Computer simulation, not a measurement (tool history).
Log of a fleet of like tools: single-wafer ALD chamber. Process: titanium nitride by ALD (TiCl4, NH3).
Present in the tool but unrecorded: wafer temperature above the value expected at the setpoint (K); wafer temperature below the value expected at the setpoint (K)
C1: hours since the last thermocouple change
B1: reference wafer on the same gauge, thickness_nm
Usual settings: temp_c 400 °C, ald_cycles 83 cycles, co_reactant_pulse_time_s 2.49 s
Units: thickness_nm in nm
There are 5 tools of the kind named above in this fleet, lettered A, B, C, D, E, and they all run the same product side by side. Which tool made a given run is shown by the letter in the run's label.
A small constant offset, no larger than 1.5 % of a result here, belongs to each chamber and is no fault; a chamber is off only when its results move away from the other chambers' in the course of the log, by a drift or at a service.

Run 1D, hour 11.3: usual settings; C1 962.3; B1 1.5011. Result: thickness_nm 1.8420 nm.
Run 2C, hour 21.4: usual settings; C1 818.7; B1 1.5022. Result: thickness_nm 1.8451 nm.
Run 3A, hour 33.8: usual settings; C1 83.7; B1 1.4994. Result: thickness_nm 1.8560 nm.
Run 4E, hour 40.9: usual settings; C1 1913.0; B1 1.4995. Result: thickness_nm 1.8599 nm.
Run 5B, hour 48.3: usual settings; C1 594.4; B1 1.5009. Result: thickness_nm 1.8643 nm.
Run 6E, hour 56.9: usual settings; C1 1929.0; B1 1.5001. Result: thickness_nm 1.8375 nm.
Run 7C, hour 69.8: usual settings; C1 867.1; B1 1.4991. Result: thickness_nm 1.8578 nm.
Run 8A, hour 76.1: usual settings; C1 126.0; B1 1.4998. Result: thickness_nm 1.8777 nm.
Run 9B, hour 83.7: usual settings; C1 629.8; B1 1.4986. Result: thickness_nm 1.8611 nm.
Run 10D, hour 95.6: usual settings; C1 1046.6; B1 1.5004. Result: thickness_nm 1.8393 nm.
Run 11B, hour 104.3: usual settings; C1 650.4; B1 1.5000. Result: thickness_nm 1.8778 nm.
Run 12D, hour 115.8: usual settings but co_reactant_pulse_time_s 1.82 s; C1 1066.8; B1 1.5004. Result: thickness_nm 1.8314 nm.
Run 13E, hour 124.6: usual settings but co_reactant_pulse_time_s 1.82 s; C1 1996.7; B1 1.5024. Result: thickness_nm 1.8129 nm.
Run 14C, hour 137.5: usual settings but co_reactant_pulse_time_s 1.82 s; C1 934.8; B1 1.4999. Result: thickness_nm 1.8205 nm.
Run 15A, hour 148.3: usual settings but co_reactant_pulse_time_s 1.82 s; C1 198.2; B1 1.4998. Result: thickness_nm 1.8281 nm.
Run 16B, hour 155.7: usual settings but co_reactant_pulse_time_s 1.82 s; C1 701.8; B1 1.4995. Result: thickness_nm 1.8423 nm.
Run 17E, hour 166.5: usual settings; C1 2038.6; B1 1.5002. Result: thickness_nm 1.8336 nm.
Run 18C, hour 175.9: usual settings; C1 973.2; B1 1.4985. Result: thickness_nm 1.8336 nm.
Run 19D, hour 185.6: usual settings; C1 1136.6; B1 1.5006. Result: thickness_nm 1.8498 nm.
Run 20A, hour 196.0: usual settings; C1 245.9; B1 1.4999. Result: thickness_nm 1.8657 nm.
Run 21C, hour 208.9: usual settings; C1 1006.2; B1 1.5006. Result: thickness_nm 1.8423 nm.
Run 22B, hour 222.1: usual settings; C1 768.2; B1 1.4997. Result: thickness_nm 1.8592 nm.
Run 23A, hour 229.8: usual settings; C1 279.7; B1 1.4999. Result: thickness_nm 1.8669 nm.
Run 24E, hour 241.0: usual settings; C1 2113.1; B1 1.4998. Result: thickness_nm 1.8379 nm.
Run 25D, hour 251.6: usual settings; C1 1202.6; B1 1.5009. Result: thickness_nm 1.8288 nm.
Run 26C, hour 262.6: usual settings; C1 1059.9; B1 1.5011. Result: thickness_nm 1.8431 nm.
Run 27E, hour 271.0: usual settings but ald_cycles 95 cycles, co_reactant_pulse_time_s 3.09 s; C1 2143.1; B1 1.4983. Result: thickness_nm 2.1285 nm.
Run 28D, hour 278.5: usual settings but ald_cycles 95 cycles, co_reactant_pulse_time_s 3.09 s; C1 1229.5; B1 1.4997. Result: thickness_nm 2.1362 nm.
At hour 286.0: chamber C: thermocouple changed; heater temperature recalibrated.
Run 29A, hour 288.3: usual settings but ald_cycles 95 cycles, co_reactant_pulse_time_s 3.09 s; C1 338.2; B1 1.5012. Result: thickness_nm 2.1617 nm.
Run 30B, hour 295.5: usual settings but ald_cycles 95 cycles, co_reactant_pulse_time_s 3.09 s; C1 841.6; B1 1.5003. Result: thickness_nm 2.1453 nm.
Run 31A, hour 306.5: usual settings but ald_cycles 95 cycles, co_reactant_pulse_time_s 3.09 s; C1 356.4; B1 1.4990. Result: thickness_nm 2.1371 nm.
Run 32E, hour 316.0: usual settings; C1 2188.1; B1 1.5011. Result: thickness_nm 1.8156 nm.
Run 33C, hour 327.8: usual settings; C1 41.9; B1 1.5006. Result: thickness_nm 1.8444 nm.
Run 34B, hour 339.7: usual settings; C1 885.8; B1 1.4997. Result: thickness_nm 1.8606 nm.
Run 35D, hour 351.9: usual settings; C1 1302.9; B1 1.4993. Result: thickness_nm 1.8548 nm.
Run 36C, hour 364.7: usual settings but co_reactant_pulse_time_s 2.99 s; C1 78.8; B1 1.5008. Result: thickness_nm 1.8499 nm.
Run 37E, hour 376.8: usual settings but co_reactant_pulse_time_s 2.99 s; C1 2248.9; B1 1.4999. Result: thickness_nm 1.8507 nm.
Run 38D, hour 388.0: usual settings but co_reactant_pulse_time_s 2.99 s; C1 1339.0; B1 1.4996. Result: thickness_nm 1.8668 nm.
Run 39A, hour 397.3: usual settings but co_reactant_pulse_time_s 2.99 s; C1 447.2; B1 1.5017. Result: thickness_nm 1.8800 nm.

For the next run the whole fleet of 5 chambers uses the same settings. Give each chamber's results:
Run 40A, hour 407.1: usual settings but temp_c 405 °C. Result: thickness_nm ?.
Run 40B, hour 407.1: usual settings but temp_c 405 °C. Result: thickness_nm ?.
Run 40C, hour 407.1: usual settings but temp_c 405 °C. Result: thickness_nm ?.
Run 40D, hour 407.1: usual settings but temp_c 405 °C. Result: thickness_nm ?.
Run 40E, hour 407.1: usual settings but temp_c 405 °C. Result: thickness_nm ?.

run  thickness_nm
40A        1.8635
40B        1.8574
40C        1.8638
40D        1.8530
40E        1.8520
